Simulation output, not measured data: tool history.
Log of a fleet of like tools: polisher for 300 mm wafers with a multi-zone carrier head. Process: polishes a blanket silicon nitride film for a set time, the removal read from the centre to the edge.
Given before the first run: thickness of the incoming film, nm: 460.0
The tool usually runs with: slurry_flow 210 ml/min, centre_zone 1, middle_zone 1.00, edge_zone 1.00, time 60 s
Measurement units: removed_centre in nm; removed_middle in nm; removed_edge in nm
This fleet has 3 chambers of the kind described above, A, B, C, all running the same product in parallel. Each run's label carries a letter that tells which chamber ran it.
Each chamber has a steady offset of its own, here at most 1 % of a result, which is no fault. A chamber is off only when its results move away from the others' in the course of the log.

run	hour	slurry_flow	centre_zone	middle_zone	edge_zone	time	wafers polished on this pad	hours since the slurry nozzle was cleaned	hours since the centre zone pressure was calibrated	hours since the edge zone pressure was calibrated	removed_centre	removed_middle	removed_edge
# hour 3.5: chamber A: worn pad replaced by a new one
1A	7.3	210	1	1.00	1.00	60	20	230.2	419.2	663.7	168.11	168.96	166.03
2B	19.7	210	1	1.00	1.00	60	884	376.1	133.7	167.9	164.14	166.86	165.80
3C	33.2	210	1	1.00	1.00	60	331	98.6	80.2	580.5	166.80	163.10	162.83
4C	45.3	210	1	1.00	1.00	60	396	110.7	92.3	592.6	165.74	165.33	165.27
5A	57.0	210	1	1.00	1.00	60	286	279.9	468.9	713.4	166.16	166.87	168.58
6B	68.2	155	1	1.09	1.00	60	1144	424.6	182.2	216.4	156.65	166.55	158.25
# hour 76.1: chamber B: worn pad replaced by a new one
7C	76.2	155	1	1.09	1.00	60	561	141.6	123.2	623.5	157.20	173.07	160.53
# hour 82.0: chamber C: worn pad replaced by a new one
8B	85.6	155	1	1.09	1.00	60	51	442.0	199.6	233.8	157.01	173.10	162.86
9A	96.2	210	1	1.00	1.00	60	496	319.1	508.1	752.6	169.11	167.96	165.58
10C	110.2	210	1	1.00	1.11	60	151	175.6	157.2	657.5	164.28	167.76	175.80
11B	120.4	210	1	1.00	1.11	60	237	476.8	234.4	268.6	164.14	171.98	179.41
# hour 123.4: chamber A: slurry nozzle cleaned
12A	129.2	210	1	1.00	1.11	60	673	5.8	541.1	785.6	169.26	170.99	174.26
13A	143.7	210	1	1.00	1.00	60	750	20.3	555.6	800.1	171.56	166.24	168.81
14B	158.2	210	1	1.00	1.00	80	440	514.6	272.2	306.4	221.61	219.27	222.18
15C	171.1	210	1	1.00	1.00	80	477	236.5	218.1	718.4	216.95	221.74	218.20
# hour 174.5: chamber C: worn pad replaced by a new one
16C	179.2	210	1	1.00	1.00	80	25	244.6	226.2	726.5	222.12	221.54	224.36
17B	190.3	210	1	1.00	1.00	60	612	546.7	304.3	338.5	163.04	171.73	166.12
18A	197.5	210	1	1.00	1.00	60	1038	74.1	609.4	853.9	175.58	169.38	164.58
19C	210.3	210	1	1.00	1.00	60	192	275.7	257.3	757.6	167.26	168.06	166.41
20B	220.2	210	1	1.00	1.00	60	772	576.6	334.2	368.4	162.40	162.57	167.06
21A	226.6	155	1	1.00	1.00	60	1194	103.2	638.5	883.0	165.53	157.34	159.84
22A	238.9	155	1	1.00	1.00	60	1260	115.5	650.8	895.3	163.56	160.79	159.96
# hour 248.5: chamber A: worn pad replaced by a new one
23B	252.5	155	1	1.00	1.00	60	945	608.9	366.5	400.7	155.23	157.41	159.83
24C	267.1	210	1	1.00	1.00	60	496	332.5	314.1	814.4	166.00	166.12	167.90
25C	278.3	210	1	1.00	1.00	60	556	343.7	325.3	825.6	166.83	166.53	164.64
# hour 283.8: chamber C: worn pad replaced by a new one
26A	284.7	210	1	1.00	1.00	60	194	161.3	696.6	941.1	172.47	166.72	166.16
27B	292.0	210	1	1.00	1.00	60	1156	648.4	406.0	440.2	165.42	165.63	167.49
28B	304.0	210	1	1.00	1.00	60	1220	660.4	418.0	452.2	168.56	160.78	164.71
# hour 305.7: chamber A: edge zone pressure recalibrated
29A	312.1	210	1	1.00	1.00	60	340	188.7	724.0	6.4	178.09	165.08	168.70
30C	319.8	210	1	1.00	1.00	60	193	385.2	366.8	867.1	167.48	161.92	163.25
31B	332.7	210	1	1.00	1.00	60	1374	689.1	446.7	480.9	166.66	163.04	166.68
32A	340.7	210	1	1.00	1.00	60	494	217.3	752.6	35.0	178.70	169.88	166.46
33C	347.7	210	1	1.00	1.00	60	342	413.1	394.7	895.0	162.16	168.01	165.98
# hour 355.6: chamber B: worn pad replaced by a new one
34B	359.4	210	1	1.00	1.00	60	20	715.8	473.4	507.6	166.39	164.90	167.03
35C	369.1	210	1	1.00	1.00	60	457	434.5	416.1	916.4	164.74	165.47	166.72
# hour 381.7: chamber C: worn pad replaced by a new one
36A	382.0	210	1	1.00	1.00	60	715	258.6	793.9	76.3	179.42	169.16	164.74
# hour 391.2: chamber C: slurry nozzle cleaned
37B	392.2	210	1	1.00	1.00	60	196	748.6	506.2	540.4	167.96	164.59	168.73
38A	399.9	210	1	1.00	1.00	60	811	276.5	811.8	94.2	175.53	164.00	169.45
39C	406.6	210	1	1.00	1.00	60	133	15.4	453.6	953.9	163.78	166.28	164.39
40C	413.3	210	1	1.00	1.00	60	169	22.1	460.3	960.6	169.54	165.65	166.19
41B	424.7	260	1	1.00	1.00	50	370	781.1	538.7	572.9	143.87	140.78	139.68
42A	437.7	260	1	1.00	1.00	50	1013	314.3	849.6	132.0	153.18	143.97	144.26
43A	448.0	260	1	1.00	1.00	50	1068	324.6	859.9	142.3	153.11	142.82	143.50

For the next run the whole fleet of 3 chambers uses the same settings. Give each chamber's results:
44A	458.4	210	1	1.00	1.00	43					?	?	?
44B	458.4	210	1	1.00	1.00	43					?	?	?
44C	458.4	210	1	1.00	1.00	43					?	?	?

run	removed_centre	removed_middle	removed_edge
44A	128.56	123.62	120.94
44B	118.58	120.13	118.00
44C	120.55	119.44	117.40

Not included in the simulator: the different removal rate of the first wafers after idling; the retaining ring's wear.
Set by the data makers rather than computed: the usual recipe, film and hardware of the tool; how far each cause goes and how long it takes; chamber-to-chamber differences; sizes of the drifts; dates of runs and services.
